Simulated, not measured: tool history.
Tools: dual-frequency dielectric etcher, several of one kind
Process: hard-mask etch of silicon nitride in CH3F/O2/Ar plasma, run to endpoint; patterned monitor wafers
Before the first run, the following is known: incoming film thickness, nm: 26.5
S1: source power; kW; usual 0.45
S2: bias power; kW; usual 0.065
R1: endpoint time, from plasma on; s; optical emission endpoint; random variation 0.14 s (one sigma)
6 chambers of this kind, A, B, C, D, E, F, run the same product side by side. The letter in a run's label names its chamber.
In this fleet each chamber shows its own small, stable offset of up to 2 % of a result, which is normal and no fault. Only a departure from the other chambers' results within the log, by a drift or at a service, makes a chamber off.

run	hour	S1	S2	R1
1E	5.2	0.45	0.065	37.721
2A	13.8	0.45	0.065	37.969
3B	21.6	0.45	0.065	37.638
4F	28.9	0.45	0.065	37.58
5C	33.5	0.45	0.065	37.991
6D	38.1	0.45	0.065	37.599
7C	43.7	0.45	0.056	39.641
# hour 46.7: chamber B: wet clean of the chamber
8E	52.4	0.45	0.056	39.643
9B	58	0.45	0.056	39.61
10F	65.6	0.45	0.056	39.436
11A	71.1	0.45	0.056	39.778
12D	78.6	0.45	0.056	39.512
13E	87.6	0.45	0.065	37.527
# hour 90.6: chamber E: wet clean of the chamber
14F	95.2	0.45	0.065	37.869
15C	101.3	0.45	0.065	37.514
# hour 108: chamber C: wet clean of the chamber
16D	110.4	0.45	0.065	37.762
17B	119	0.45	0.065	37.421
18A	126.8	0.45	0.065	37.908
19F	135.8	0.45	0.054	40.091
20C	143.8	0.45	0.054	39.997
21D	151.2	0.45	0.054	40.231
22B	157.1	0.45	0.054	40.096
23A	166.5	0.45	0.054	40.161
24E	173.4	0.45	0.054	39.86
25A	177.6	0.45	0.065	37.765
26C	182.6	0.45	0.065	37.665
27F	190.6	0.35	0.065	41.893
28B	195.3	0.35	0.065	41.758
29E	201.9	0.35	0.065	41.409
30D	210.3	0.35	0.065	41.515
31B	219	0.35	0.065	41.441
32D	227.6	0.35	0.065	41.638
33A	232.8	0.38	0.078	37.977
34C	241.7	0.38	0.078	37.973
35F	251	0.38	0.078	38.448
36E	256.4	0.38	0.078	37.738
37D	262.4	0.38	0.078	37.722
38F	270.9	0.38	0.078	38.602
39B	278.7	0.45	0.07	37.048
40E	286.9	0.45	0.07	36.944
41A	295.9	0.45	0.07	36.932

Is one chamber out of step, is the gauge drifting, or do the chambers differ by no more than their own small offsets? For an off chamber, give its letter and the likeliest cause.

Little by little, chamber F moves away from the other chambers.
Most likely cause: etch rate under this chamber's usual, % = 2.97.

Which of the 4 candidates below, each the usual settings with something changed and its results left as question marks, puts chamber F back in line with what the other chambers give on the usual settings?
Maximum distance from the other chambers' mean on the usual settings for a result to count as in line: R1 0.47 s
42F-1	302.8	0.45	0.073	?
42F-2	302.8	0.44	0.063	?
42F-3	302.8	0.4	0.065	?
42F-4	302.8	0.45	0.069	?

Usual-settings mean across the other chambers: R1 37.73 s
run	R1
42F-1	37.014
42F-2	39.213
42F-3	40.271
42F-4	37.722
With 42F-4, the chamber falls back in line with the rest.

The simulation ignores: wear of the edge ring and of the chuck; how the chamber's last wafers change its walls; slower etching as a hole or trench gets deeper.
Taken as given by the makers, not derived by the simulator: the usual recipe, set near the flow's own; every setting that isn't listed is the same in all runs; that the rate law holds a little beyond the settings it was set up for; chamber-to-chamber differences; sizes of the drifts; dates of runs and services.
